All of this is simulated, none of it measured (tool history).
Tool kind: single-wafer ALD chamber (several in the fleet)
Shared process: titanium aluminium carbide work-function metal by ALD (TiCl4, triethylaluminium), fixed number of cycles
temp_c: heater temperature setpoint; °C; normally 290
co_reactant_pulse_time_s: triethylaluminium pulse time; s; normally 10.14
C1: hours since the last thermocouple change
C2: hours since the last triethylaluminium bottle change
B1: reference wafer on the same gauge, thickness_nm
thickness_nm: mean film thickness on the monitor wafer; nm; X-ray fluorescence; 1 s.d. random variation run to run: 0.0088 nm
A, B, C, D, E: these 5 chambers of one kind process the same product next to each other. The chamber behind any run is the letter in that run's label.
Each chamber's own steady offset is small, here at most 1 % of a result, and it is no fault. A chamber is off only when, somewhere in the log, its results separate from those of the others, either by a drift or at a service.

run 1E hour=2.9 | temp_c=290 co_reactant_pulse_time_s=10.14 | C1=1877.2 C2=1229.9 | B1=1.9794 | thickness_nm=1.8908
run 2B hour=7.8 | temp_c=290 co_reactant_pulse_time_s=10.14 | C1=1509.3 C2=623.3 | B1=1.9819 | thickness_nm=1.9074
run 3A hour=10.1 | temp_c=290 co_reactant_pulse_time_s=10.14 | C1=1273 C2=172.3 | B1=1.9806 | thickness_nm=1.9217
run 4D hour=13.7 | temp_c=290 co_reactant_pulse_time_s=10.14 | C1=744.5 C2=277.4 | B1=1.9817 | thickness_nm=1.914
run 5C hour=16.5 | temp_c=290 co_reactant_pulse_time_s=10.14 | C1=497.4 C2=973.8 | B1=1.9798 | thickness_nm=1.9094
run 6B hour=19.8 | temp_c=290 co_reactant_pulse_time_s=6.82 | C1=1521.3 C2=635.3 | B1=1.9831 | thickness_nm=1.7685
run 7A hour=24.7 | temp_c=290 co_reactant_pulse_time_s=6.82 | C1=1287.6 C2=186.9 | B1=1.9795 | thickness_nm=1.7856
run 8C hour=29.8 | temp_c=290 co_reactant_pulse_time_s=6.82 | C1=510.7 C2=987.1 | B1=1.9781 | thickness_nm=1.7656
run 9D hour=32.2 | temp_c=290 co_reactant_pulse_time_s=6.82 | C1=763 C2=295.9 | B1=1.9836 | thickness_nm=1.7805
run 10E hour=35.2 | temp_c=290 co_reactant_pulse_time_s=6.82 | C1=1909.5 C2=1262.2 | B1=1.9796 | thickness_nm=1.7691
run 11D hour=38 | temp_c=290 co_reactant_pulse_time_s=10.14 | C1=768.8 C2=301.7 | B1=1.9814 | thickness_nm=1.9216
run 12C hour=40.5 | temp_c=290 co_reactant_pulse_time_s=10.14 | C1=521.4 C2=997.8 | B1=1.9801 | thickness_nm=1.9276
run 13E hour=43.1 | temp_c=304 co_reactant_pulse_time_s=13.29 | C1=1917.4 C2=1270.1 | B1=1.9791 | thickness_nm=2.049
run 14B hour=47.4 | temp_c=304 co_reactant_pulse_time_s=13.29 | C1=1548.9 C2=662.9 | B1=1.9794 | thickness_nm=2.0801
run 15A hour=52.3 | temp_c=304 co_reactant_pulse_time_s=13.29 | C1=1315.2 C2=214.5 | B1=1.978 | thickness_nm=2.0741
run 16C hour=54.8 | temp_c=304 co_reactant_pulse_time_s=13.29 | C1=535.7 C2=1012.1 | B1=1.9802 | thickness_nm=2.0698
run 17D hour=60 | temp_c=304 co_reactant_pulse_time_s=13.29 | C1=790.8 C2=323.7 | B1=1.979 | thickness_nm=2.062
run 18E hour=64.3 | temp_c=290 co_reactant_pulse_time_s=10.14 | C1=1938.6 C2=1291.3 | B1=1.9829 | thickness_nm=1.8849
run 19B hour=69.3 | temp_c=277 co_reactant_pulse_time_s=10.14 | C1=1570.8 C2=684.8 | B1=1.9792 | thickness_nm=1.8091
run 20A hour=74.1 | temp_c=277 co_reactant_pulse_time_s=10.14 | C1=1337 C2=236.3 | B1=1.9805 | thickness_nm=1.7482
run 21C hour=76.7 | temp_c=277 co_reactant_pulse_time_s=10.14 | C1=557.6 C2=1034 | B1=1.9796 | thickness_nm=1.7975
run 22E hour=81.9 | temp_c=277 co_reactant_pulse_time_s=10.14 | C1=1956.2 C2=1308.9 | B1=1.9795 | thickness_nm=1.7846
run 23D hour=85.7 | temp_c=277 co_reactant_pulse_time_s=10.14 | C1=816.5 C2=349.4 | B1=1.9834 | thickness_nm=1.7916
run 24B hour=88.3 | temp_c=290 co_reactant_pulse_time_s=10.14 | C1=1589.8 C2=703.8 | B1=1.9783 | thickness_nm=1.9071
run 25A hour=91.1 | temp_c=290 co_reactant_pulse_time_s=10.14 | C1=1354 C2=253.3 | B1=1.979 | thickness_nm=1.8384
run 26E hour=95.8 | temp_c=290 co_reactant_pulse_time_s=10.14 | C1=1970.1 C2=1322.8 | B1=1.9803 | thickness_nm=1.8824
run 27C hour=98.3 | temp_c=290 co_reactant_pulse_time_s=10.14 | C1=579.2 C2=1055.6 | B1=1.9805 | thickness_nm=1.9095
run 28B hour=102.6 | temp_c=290 co_reactant_pulse_time_s=10.14 | C1=1604.1 C2=718.1 | B1=1.9782 | thickness_nm=1.9083
run 29A hour=105.2 | temp_c=295 co_reactant_pulse_time_s=12.43 | C1=1368.1 C2=267.4 | B1=1.9816 | thickness_nm=1.9247
run 30D hour=108 | temp_c=295 co_reactant_pulse_time_s=12.43 | C1=838.8 C2=371.7 | B1=1.9792 | thickness_nm=1.9935

All chambers now run identical settings, listed one chamber a line with results as question marks. What results will each chamber show?
run 31A hour=111.8 | temp_c=290 co_reactant_pulse_time_s=10.14 | thickness_nm=?
run 31B hour=111.8 | temp_c=290 co_reactant_pulse_time_s=10.14 | thickness_nm=?
run 31C hour=111.8 | temp_c=290 co_reactant_pulse_time_s=10.14 | thickness_nm=?
run 31D hour=111.8 | temp_c=290 co_reactant_pulse_time_s=10.14 | thickness_nm=?
run 31E hour=111.8 | temp_c=290 co_reactant_pulse_time_s=10.14 | thickness_nm=?

run=31A thickness_nm=1.7899
run=31B thickness_nm=1.901
run=31C thickness_nm=1.9079
run=31D thickness_nm=1.9079
run=31E thickness_nm=1.8982
